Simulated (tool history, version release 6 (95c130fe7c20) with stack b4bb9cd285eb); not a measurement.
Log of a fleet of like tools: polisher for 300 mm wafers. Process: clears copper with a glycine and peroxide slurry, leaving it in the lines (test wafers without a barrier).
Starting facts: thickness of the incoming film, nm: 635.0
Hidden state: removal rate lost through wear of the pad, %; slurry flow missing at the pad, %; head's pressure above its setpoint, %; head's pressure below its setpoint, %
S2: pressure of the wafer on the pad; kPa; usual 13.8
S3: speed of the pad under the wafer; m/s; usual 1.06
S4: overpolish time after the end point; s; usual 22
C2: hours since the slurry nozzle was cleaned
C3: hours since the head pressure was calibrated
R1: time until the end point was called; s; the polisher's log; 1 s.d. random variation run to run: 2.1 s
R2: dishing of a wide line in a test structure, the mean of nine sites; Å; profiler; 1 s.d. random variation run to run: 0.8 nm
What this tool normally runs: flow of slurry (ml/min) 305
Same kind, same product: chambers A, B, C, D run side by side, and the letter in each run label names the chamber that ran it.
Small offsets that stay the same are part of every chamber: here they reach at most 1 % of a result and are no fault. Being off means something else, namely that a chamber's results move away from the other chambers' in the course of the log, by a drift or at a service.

At hour 5.6: chamber C: head pressure recalibrated.
Run 1B, hour 6.7: usual settings; wafers polished on this pad 82; C2 224.8; C3 1277.5. Result: R1 155.54 s, R2 526.95 Å.
At hour 7.4: chamber C: worn pad replaced by a new one.
Run 2A, hour 10.1: usual settings; wafers polished on this pad 1313; C2 35.8; C3 290.6. Result: R1 153.69 s, R2 530.09 Å.
Run 3D, hour 17.6: usual settings; wafers polished on this pad 611; C2 338.3; C3 160.3. Result: R1 156.20 s, R2 525.80 Å.
Run 4C, hour 21.3: usual settings; wafers polished on this pad 88; C2 473.2; C3 15.8. Result: R1 152.12 s, R2 526.17 Å.
At hour 27.5: chamber A: worn pad replaced by a new one.
Run 5C, hour 27.7: usual settings; wafers polished on this pad 129; C2 479.6; C3 22.2. Result: R1 155.42 s, R2 524.13 Å.
Run 6B, hour 33.1: usual settings; wafers polished on this pad 250; C2 251.2; C3 1303.9. Result: R1 154.70 s, R2 537.02 Å.
Run 7A, hour 36.5: usual settings; wafers polished on this pad 57; C2 62.2; C3 317.0. Result: R1 154.04 s, R2 523.19 Å.
At hour 42.6: chamber D: worn pad replaced by a new one.
Run 8D, hour 44.0: usual settings; wafers polished on this pad 9; C2 364.7; C3 186.7. Result: R1 148.57 s, R2 528.94 Å.
Run 9C, hour 49.3: usual settings; wafers polished on this pad 265; C2 501.2; C3 43.8. Result: R1 157.98 s, R2 541.06 Å.
Run 10B, hour 53.5: usual settings; wafers polished on this pad 379; C2 271.6; C3 1324.3. Result: R1 152.31 s, R2 531.24 Å.
Run 11D, hour 59.6: usual settings; wafers polished on this pad 107; C2 380.3; C3 202.3. Result: R1 155.27 s, R2 508.18 Å.
Run 12A, hour 65.9: usual settings but S2 9.7 kPa; wafers polished on this pad 243; C2 91.6; C3 346.4. Result: R1 201.63 s, R2 429.67 Å.
Run 13B, hour 71.6: usual settings but S2 9.7 kPa; wafers polished on this pad 493; C2 289.7; C3 1342.4. Result: R1 199.25 s, R2 412.27 Å.
Run 14C, hour 78.5: usual settings but S2 9.7 kPa; wafers polished on this pad 450; C2 530.4; C3 73.0. Result: R1 207.56 s, R2 421.05 Å.
Run 15D, hour 82.4: usual settings but S2 9.7 kPa; wafers polished on this pad 252; C2 403.1; C3 225.1. Result: R1 201.99 s, R2 416.12 Å.
Run 16A, hour 87.7: usual settings; wafers polished on this pad 381; C2 113.4; C3 368.2. Result: R1 152.57 s, R2 518.33 Å.
Run 17A, hour 94.4: usual settings; wafers polished on this pad 423; C2 120.1; C3 374.9. Result: R1 152.56 s, R2 535.13 Å.
Run 18D, hour 101.9: usual settings but S3 1.28 m/s, S4 27 s; wafers polished on this pad 375; C2 422.6; C3 244.6. Result: R1 130.84 s, R2 652.28 Å.
Run 19B, hour 105.4: usual settings but S3 1.28 m/s, S4 27 s; wafers polished on this pad 707; C2 323.5; C3 1376.2. Result: R1 132.02 s, R2 664.66 Å.
Run 20C, hour 110.3: usual settings but S3 1.28 m/s, S4 27 s; wafers polished on this pad 651; C2 562.2; C3 104.8. Result: R1 132.97 s, R2 658.59 Å.
Run 21C, hour 116.3: usual settings but S3 1.28 m/s, S4 27 s; wafers polished on this pad 689; C2 568.2; C3 110.8. Result: R1 129.54 s, R2 657.20 Å.
Run 22A, hour 121.2: usual settings; wafers polished on this pad 593; C2 146.9; C3 401.7. Result: R1 152.06 s, R2 527.94 Å.
At hour 127.1: chamber B: worn pad replaced by a new one.
Run 23D, hour 127.6: usual settings; wafers polished on this pad 538; C2 448.3; C3 270.3. Result: R1 153.97 s, R2 512.59 Å.
Run 24B, hour 134.9: usual settings; wafers polished on this pad 49; C2 353.0; C3 1405.7. Result: R1 157.33 s, R2 533.85 Å.
Run 25A, hour 141.1: usual settings; wafers polished on this pad 719; C2 166.8; C3 421.6. Result: R1 153.28 s, R2 513.39 Å.
At hour 145.1: chamber C: worn pad replaced by a new one.
Run 26D, hour 147.2: usual settings; wafers polished on this pad 662; C2 467.9; C3 289.9. Result: R1 156.71 s, R2 529.85 Å.
At hour 147.3: chamber C: slurry nozzle cleaned.
Run 27B, hour 154.5: usual settings; wafers polished on this pad 173; C2 372.6; C3 1425.3. Result: R1 152.85 s, R2 534.84 Å.
Run 28C, hour 159.4: usual settings but flow of slurry (ml/min) 230; wafers polished on this pad 90; C2 12.1; C3 153.9. Result: R1 160.03 s, R2 510.72 Å.
Run 29B, hour 164.2: usual settings but flow of slurry (ml/min) 230; wafers polished on this pad 235; C2 382.3; C3 1435.0. Result: R1 157.46 s, R2 513.21 Å.
Run 30D, hour 168.4: usual settings but flow of slurry (ml/min) 230; wafers polished on this pad 796; C2 489.1; C3 311.1. Result: R1 157.64 s, R2 499.28 Å.
Run 31A, hour 173.3: usual settings but flow of slurry (ml/min) 230; wafers polished on this pad 923; C2 199.0; C3 453.8. Result: R1 161.05 s, R2 510.17 Å.
Run 32C, hour 180.8: usual settings; wafers polished on this pad 226; C2 33.5; C3 175.3. Result: R1 156.92 s, R2 533.01 Å.
At hour 185.3: chamber D: worn pad replaced by a new one.
Run 33C, hour 185.8: usual settings but flow of slurry (ml/min) 350, S4 27 s; wafers polished on this pad 257; C2 38.5; C3 180.3. Result: R1 151.20 s, R2 616.28 Å.
Run 34B, hour 192.4: usual settings but flow of slurry (ml/min) 350, S4 27 s; wafers polished on this pad 413; C2 410.5; C3 1463.2. Result: R1 153.85 s, R2 611.41 Å.
Run 35A, hour 197.2: usual settings but flow of slurry (ml/min) 350, S4 27 s; wafers polished on this pad 1074; C2 222.9; C3 477.7. Result: R1 152.23 s, R2 596.45 Å.
At hour 200.3: chamber A: worn pad replaced by a new one.
Run 36D, hour 204.0: usual settings but flow of slurry (ml/min) 350, S4 27 s; wafers polished on this pad 118; C2 524.7; C3 346.7. Result: R1 156.09 s, R2 611.82 Å.
At hour 205.7: chamber A: slurry nozzle cleaned.
Run 37A, hour 210.4: usual settings but S3 0.78 m/s; wafers polished on this pad 64; C2 4.7; C3 490.9. Result: R1 191.82 s, R2 451.64 Å.
Run 38C, hour 217.5: usual settings but S3 0.78 m/s; wafers polished on this pad 458; C2 70.2; C3 212.0. Result: R1 199.19 s, R2 456.76 Å.
Run 39B, hour 222.0: usual settings but S3 0.78 m/s; wafers polished on this pad 600; C2 440.1; C3 1492.8. Result: R1 201.14 s, R2 468.24 Å.
Run 40D, hour 229.6: usual settings but S3 0.78 m/s; wafers polished on this pad 280; C2 550.3; C3 372.3. Result: R1 193.48 s, R2 442.68 Å.
Run 41D, hour 232.9: usual settings; wafers polished on this pad 301; C2 553.6; C3 375.6. Result: R1 151.42 s, R2 537.75 Å.

Predict what each chamber gives when all 4 of them run the settings below next.
Run 42A, hour 238.4: usual settings but S4 27 s. Result: R1 ?, R2 ?.
Run 42B, hour 238.4: usual settings but S4 27 s. Result: R1 ?, R2 ?.
Run 42C, hour 238.4: usual settings but S4 27 s. Result: R1 ?, R2 ?.
Run 42D, hour 238.4: usual settings but S4 27 s. Result: R1 ?, R2 ?.

run      R1      R2
42A  156.89  615.77
42B  155.45  606.98
42C  156.25  595.47
42D  154.13  615.95
